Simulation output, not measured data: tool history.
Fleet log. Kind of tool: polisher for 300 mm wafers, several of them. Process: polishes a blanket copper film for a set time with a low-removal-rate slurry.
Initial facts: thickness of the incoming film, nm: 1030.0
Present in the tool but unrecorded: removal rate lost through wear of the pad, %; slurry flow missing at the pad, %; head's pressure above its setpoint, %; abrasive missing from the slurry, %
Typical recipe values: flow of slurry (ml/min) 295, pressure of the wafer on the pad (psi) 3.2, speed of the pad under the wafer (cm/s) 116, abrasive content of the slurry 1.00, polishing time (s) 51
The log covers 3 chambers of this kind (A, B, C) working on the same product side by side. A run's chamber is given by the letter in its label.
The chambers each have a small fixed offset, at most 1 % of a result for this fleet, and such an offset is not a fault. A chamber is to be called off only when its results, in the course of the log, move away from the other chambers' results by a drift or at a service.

run   hour  flow of slurry (ml/min)  pressure of the wafer on the pad (psi)  speed of the pad under the wafer (cm/s)  abrasive content of the slurry  polishing time (s)  wafers polished on this pad  hours since the slurry nozzle was cleaned  hours since the head pressure was calibrated  hours since the slurry blender was calibrated  film removed (nm)
 1B    3.2                      295                                     3.2                                      116                            1.00                  51                         1410                                       99.7                                         106.7                                           53.3             205.29
       6.7  -- chamber B: worn pad replaced by a new one
 2A    6.9                      295                                     3.2                                      116                            1.00                  51                          135                                      378.5                                          41.7                                           75.9             205.05
 3C   10.9                      295                                     3.2                                      116                            1.00                  51                          339                                      105.2                                         257.2                                           66.1             205.87
 4B   14.1                      295                                     3.2                                      116                            1.00                  51                           75                                      110.6                                         117.6                                           64.2             203.34
 5C   17.5                      295                                     3.2                                      116                            1.00                  51                          406                                      111.8                                         263.8                                           72.7             200.28
      17.6  -- chamber A: slurry nozzle cleaned
 6A   20.1                      295                                     3.2                                      116                            1.00                  51                          269                                        2.6                                          54.9                                           89.1             206.96
 7B   23.1                      295                                     3.2                                      116                            1.00                  51                          167                                      119.6                                         126.6                                           73.2             202.34
 8A   26.9                      295                                     3.2                                      116                            1.00                  51                          339                                        9.4                                          61.7                                           95.9             200.38
 9C   30.3                      295                                     3.2                                      116                            1.00                  51                          536                                      124.6                                         276.6                                           85.5             205.67
10B   33.4                      295                                     3.2                                      116                            1.00                  51                          272                                      129.9                                         136.9                                           83.5             202.29
11A   37.7                      295                                     3.2                                      116                            1.00                  51                          448                                       20.2                                          72.5                                          106.7             203.36
12C   40.0                      295                                     3.2                                      116                            1.00                  51                          635                                      134.3                                         286.3                                           95.2             207.80
13B   44.1                      295                                     3.2                                      116                            1.00                  51                          380                                      140.6                                         147.6                                           94.2             199.09
14A   47.5                      295                                     3.2                                      116                            1.00                  51                          548                                       30.0                                          82.3                                          116.5             202.32
15C   50.8                      295                                     3.2                                      116                            1.00                  51                          745                                      145.1                                         297.1                                          106.0             210.67
16B   54.5                      295                                     3.2                                      116                            1.00                  51                          486                                      151.0                                         158.0                                          104.6             205.19
17C   58.8                      295                                     3.2                                      116                            1.00                  51                          826                                      153.1                                         305.1                                          114.0             209.58
18A   61.9                      295                                     3.2                                      116                            1.00                  51                          694                                       44.4                                          96.7                                          130.9             201.93
19B   66.1                      295                                     3.2                                      116                            1.00                  51                          604                                      162.6                                         169.6                                          116.2             199.65
20C   69.4                      295                                     3.2                                      116                            1.00                  51                          934                                      163.7                                         315.7                                          124.6             212.82
21A   71.6                      295                                     3.2                                      116                            1.00                  51                          793                                       54.1                                         106.4                                          140.6             203.92
22B   75.9                      295                                     3.2                                      116                            1.00                  51                          703                                      172.4                                         179.4                                          126.0             200.77
      79.6  -- chamber A: worn pad replaced by a new one
23A   80.8                      295                                     3.2                                      116                            1.00                  51                           13                                       63.3                                         115.6                                          149.8             203.44
24C   83.8                      295                                     3.2                                      116                            1.00                  51                         1080                                      178.1                                         330.1                                          139.0             211.92
25A   87.3                      295                                     3.2                                      116                            1.00                  51                           79                                       69.8                                         122.1                                          156.3             201.21
      89.4  -- chamber C: worn pad replaced by a new one
26C   92.0                      295                                     3.2                                      116                            1.00                  51                           27                                      186.3                                         338.3                                          147.2             211.29
27B   95.3                      295                                     3.2                                      116                            1.00                  51                          900                                      191.8                                         198.8                                          145.4             201.95
28C   98.3                      295                                     3.2                                      116                            1.00                  51                           91                                      192.6                                         344.6                                          153.5             215.60
29B  102.5                      200                                     3.2                                      116                            1.20                  51                          974                                      199.0                                         206.0                                          152.6             202.85
30A  107.3                      200                                     3.2                                      116                            1.20                  51                          282                                       89.8                                         142.1                                          176.3             203.24
31A  111.2                      200                                     3.2                                      116                            1.20                  51                          321                                       93.7                                         146.0                                          180.2             200.50

Each of the 3 chambers runs these same settings next. Fill in every chamber's results:
32A  114.7                      295                                     3.2                                      116                            1.15                  51                                                                                                                                                                                       ?
32B  114.7                      295                                     3.2                                      116                            1.15                  51                                                                                                                                                                                       ?
32C  114.7                      295                                     3.2                                      116                            1.15                  51                                                                                                                                                                                       ?

run  film removed (nm)
32A             211.07
32B             213.69
32C             224.96

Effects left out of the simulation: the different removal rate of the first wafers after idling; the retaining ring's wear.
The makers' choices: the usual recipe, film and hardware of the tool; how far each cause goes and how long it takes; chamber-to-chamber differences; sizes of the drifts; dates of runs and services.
